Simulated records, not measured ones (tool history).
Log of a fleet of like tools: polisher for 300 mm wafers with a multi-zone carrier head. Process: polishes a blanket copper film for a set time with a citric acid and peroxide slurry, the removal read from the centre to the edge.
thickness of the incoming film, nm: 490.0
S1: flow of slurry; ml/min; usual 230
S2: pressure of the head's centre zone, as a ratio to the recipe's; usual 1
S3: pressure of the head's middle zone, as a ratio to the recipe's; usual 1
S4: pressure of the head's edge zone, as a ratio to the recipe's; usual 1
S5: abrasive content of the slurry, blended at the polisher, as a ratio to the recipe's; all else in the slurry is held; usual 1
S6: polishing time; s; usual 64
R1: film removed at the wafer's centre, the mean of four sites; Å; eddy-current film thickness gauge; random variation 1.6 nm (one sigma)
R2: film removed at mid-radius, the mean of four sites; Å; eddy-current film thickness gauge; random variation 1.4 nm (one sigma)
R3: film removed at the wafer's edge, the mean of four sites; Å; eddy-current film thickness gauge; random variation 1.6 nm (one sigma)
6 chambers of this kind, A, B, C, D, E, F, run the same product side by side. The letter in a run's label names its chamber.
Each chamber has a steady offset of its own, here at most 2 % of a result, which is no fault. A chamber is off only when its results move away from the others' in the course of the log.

Run 1C, hour 4.6: usual settings. Result: R1 1256.8 Å, R2 1233.9 Å, R3 1220.5 Å.
Run 2E, hour 9.5: usual settings. Result: R1 1223.1 Å, R2 1233.6 Å, R3 1229.7 Å.
At hour 10.5: chamber F: worn pad replaced by a new one.
Run 3B, hour 15.7: usual settings. Result: R1 1270.3 Å, R2 1234.6 Å, R3 1248.4 Å.
At hour 21.4: chamber E: worn pad replaced by a new one.
Run 4A, hour 21.9: usual settings. Result: R1 1232.2 Å, R2 1208.7 Å, R3 1266.8 Å.
Run 5F, hour 28.5: usual settings. Result: R1 1220.7 Å, R2 1228 Å, R3 1256.4 Å.
At hour 31: chamber B: worn pad replaced by a new one.
At hour 33.7: chamber C: slurry nozzle cleaned.
Run 6D, hour 36.6: usual settings. Result: R1 1245.1 Å, R2 1230.1 Å, R3 1226.7 Å.
At hour 40.4: chamber A: edge zone pressure recalibrated.
Run 7A, hour 41.7: usual settings. Result: R1 1251.5 Å, R2 1229.5 Å, R3 1289.5 Å.
At hour 42.1: chamber B: edge zone pressure recalibrated.
At hour 43.8: chamber D: worn pad replaced by a new one.
At hour 49.2: chamber B: centre zone pressure recalibrated.
Run 8D, hour 50.7: usual settings. Result: R1 1251.6 Å, R2 1225.4 Å, R3 1219.4 Å.
At hour 55.6: chamber A: worn pad replaced by a new one.
Run 9C, hour 58.8: usual settings but S3 0.9, S6 49 s. Result: R1 959.11 Å, R2 861.79 Å, R3 932.74 Å.
Run 10B, hour 63.5: usual settings but S3 0.9, S6 49 s. Result: R1 948.99 Å, R2 862.06 Å, R3 956.09 Å.
At hour 69: chamber E: slurry nozzle cleaned.
Run 11F, hour 71.5: usual settings but S3 0.9, S6 49 s. Result: R1 959.76 Å, R2 863.63 Å, R3 934.49 Å.
Run 12E, hour 78.8: usual settings but S3 0.9, S6 49 s. Result: R1 927.19 Å, R2 858.49 Å, R3 942.58 Å.
At hour 79: chamber C: worn pad replaced by a new one.
Run 13B, hour 87: usual settings but S3 0.9, S6 49 s. Result: R1 942.76 Å, R2 862.97 Å, R3 943.02 Å.
Run 14D, hour 91.1: usual settings but S3 0.9, S6 49 s. Result: R1 961.7 Å, R2 861.31 Å, R3 914.62 Å.
At hour 94.5: chamber E: worn pad replaced by a new one.
At hour 95.4: chamber F: worn pad replaced by a new one.
At hour 95.4: chamber B: worn pad replaced by a new one.
Run 15C, hour 95.7: usual settings. Result: R1 1264.2 Å, R2 1223.8 Å, R3 1230.3 Å.
At hour 100.1: chamber C: centre zone pressure recalibrated.
Run 16A, hour 104.6: usual settings but S4 0.92, S5 0.75. Result: R1 1169.6 Å, R2 1168.7 Å, R3 1135.5 Å.
Run 17E, hour 108.8: usual settings but S4 0.92, S5 0.75. Result: R1 1134.3 Å, R2 1184 Å, R3 1083.2 Å.
Run 18F, hour 114.4: usual settings but S4 0.92, S5 0.75. Result: R1 1162.2 Å, R2 1167.9 Å, R3 1110.4 Å.
Run 19E, hour 122.6: usual settings but S4 0.92, S5 0.75. Result: R1 1142 Å, R2 1154.8 Å, R3 1081.6 Å.
Run 20C, hour 127.4: usual settings but S4 0.92, S5 0.75. Result: R1 1208.2 Å, R2 1163 Å, R3 1136.5 Å.
At hour 130.9: chamber D: worn pad replaced by a new one.
Run 21D, hour 132.3: usual settings but S4 0.92, S5 0.75. Result: R1 1184.8 Å, R2 1157.6 Å, R3 1121 Å.
Run 22B, hour 136.9: usual settings. Result: R1 1260.4 Å, R2 1205.9 Å, R3 1244.6 Å.
Run 23A, hour 141.4: usual settings. Result: R1 1235.5 Å, R2 1234.4 Å, R3 1267.1 Å.
Run 24F, hour 145.6: usual settings. Result: R1 1242.1 Å, R2 1227.1 Å, R3 1242.3 Å.
At hour 147.2: chamber E: centre zone pressure recalibrated.
At hour 148.5: chamber A: worn pad replaced by a new one.
At hour 150: chamber B: worn pad replaced by a new one.
Run 25B, hour 152.4: usual settings. Result: R1 1252 Å, R2 1222.9 Å, R3 1239.5 Å.
At hour 157.2: chamber C: worn pad replaced by a new one.
Run 26C, hour 159.9: usual settings. Result: R1 1233.9 Å, R2 1254.1 Å, R3 1214.6 Å.
At hour 163.9: chamber A: centre zone pressure recalibrated.
Run 27A, hour 164: usual settings but S1 155 ml/min. Result: R1 1164.7 Å, R2 1147.5 Å, R3 1212.5 Å.
At hour 173.3: chamber E: worn pad replaced by a new one.
Run 28E, hour 173.3: usual settings but S1 155 ml/min. Result: R1 1131.1 Å, R2 1159 Å, R3 1181.1 Å.
At hour 175.2: chamber F: worn pad replaced by a new one.
Run 29F, hour 181.5: usual settings but S1 155 ml/min. Result: R1 1141.2 Å, R2 1129.2 Å, R3 1170.9 Å.
Run 30D, hour 190.3: usual settings but S1 155 ml/min. Result: R1 1176.1 Å, R2 1186.1 Å, R3 1197.5 Å.
At hour 199.5: chamber D: worn pad replaced by a new one.
Run 31D, hour 199.5: usual settings but S1 155 ml/min. Result: R1 1154.2 Å, R2 1183.1 Å, R3 1198.8 Å.
Run 32E, hour 203.6: usual settings but S1 155 ml/min. Result: R1 1156.5 Å, R2 1167.3 Å, R3 1183.7 Å.
Run 33C, hour 208.9: usual settings. Result: R1 1278.2 Å, R2 1277 Å, R3 1234.6 Å.
At hour 213.9: chamber B: worn pad replaced by a new one.
Run 34B, hour 215.2: usual settings. Result: R1 1252.6 Å, R2 1249.3 Å, R3 1241 Å.
Run 35A, hour 221.6: usual settings. Result: R1 1230.4 Å, R2 1241.1 Å, R3 1278.3 Å.
Run 36F, hour 227.9: usual settings. Result: R1 1262.9 Å, R2 1203.7 Å, R3 1248.2 Å.
Run 37F, hour 234.2: usual settings. Result: R1 1261.8 Å, R2 1227.3 Å, R3 1224.6 Å.
At hour 234.3: chamber A: worn pad replaced by a new one.
Run 38D, hour 239.5: usual settings. Result: R1 1250.1 Å, R2 1245.8 Å, R3 1244.9 Å.
At hour 243.4: chamber C: edge zone pressure recalibrated.
Run 39C, hour 247.1: usual settings but S1 275 ml/min. Result: R1 1280.3 Å, R2 1253.5 Å, R3 1237.4 Å.
At hour 248.7: chamber E: worn pad replaced by a new one.
Run 40E, hour 254.6: usual settings but S1 275 ml/min. Result: R1 1250.6 Å, R2 1258.9 Å, R3 1263.6 Å.
Run 41B, hour 261.4: usual settings but S1 275 ml/min. Result: R1 1280.6 Å, R2 1254.3 Å, R3 1242.5 Å.
Run 42A, hour 267.1: usual settings but S1 275 ml/min. Result: R1 1254.7 Å, R2 1256.3 Å, R3 1272.5 Å.
At hour 270.6: chamber E: slurry nozzle cleaned.
Run 43E, hour 274.7: usual settings but S1 275 ml/min. Result: R1 1272.6 Å, R2 1223.7 Å, R3 1245.8 Å.

All 6 chambers run these settings next. Forecast each chamber's results:
Run 44A, hour 281.4: usual settings but S2 1.08. Result: R1 ?, R2 ?, R3 ?.
Run 44B, hour 281.4: usual settings but S2 1.08. Result: R1 ?, R2 ?, R3 ?.
Run 44C, hour 281.4: usual settings but S2 1.08. Result: R1 ?, R2 ?, R3 ?.
Run 44D, hour 281.4: usual settings but S2 1.08. Result: R1 ?, R2 ?, R3 ?.
Run 44E, hour 281.4: usual settings but S2 1.08. Result: R1 ?, R2 ?, R3 ?.
Run 44F, hour 281.4: usual settings but S2 1.08. Result: R1 ?, R2 ?, R3 ?.

run      R1      R2      R3
44A  1358.2  1232.4  1292.9
44B  1336.2  1205.6  1232.9
44C  1376.5  1265.9  1232.5
44D  1342.5  1251.5  1214.5
44E  1339.8  1230.2  1219.6
44F  1370.6  1205.1  1222.5
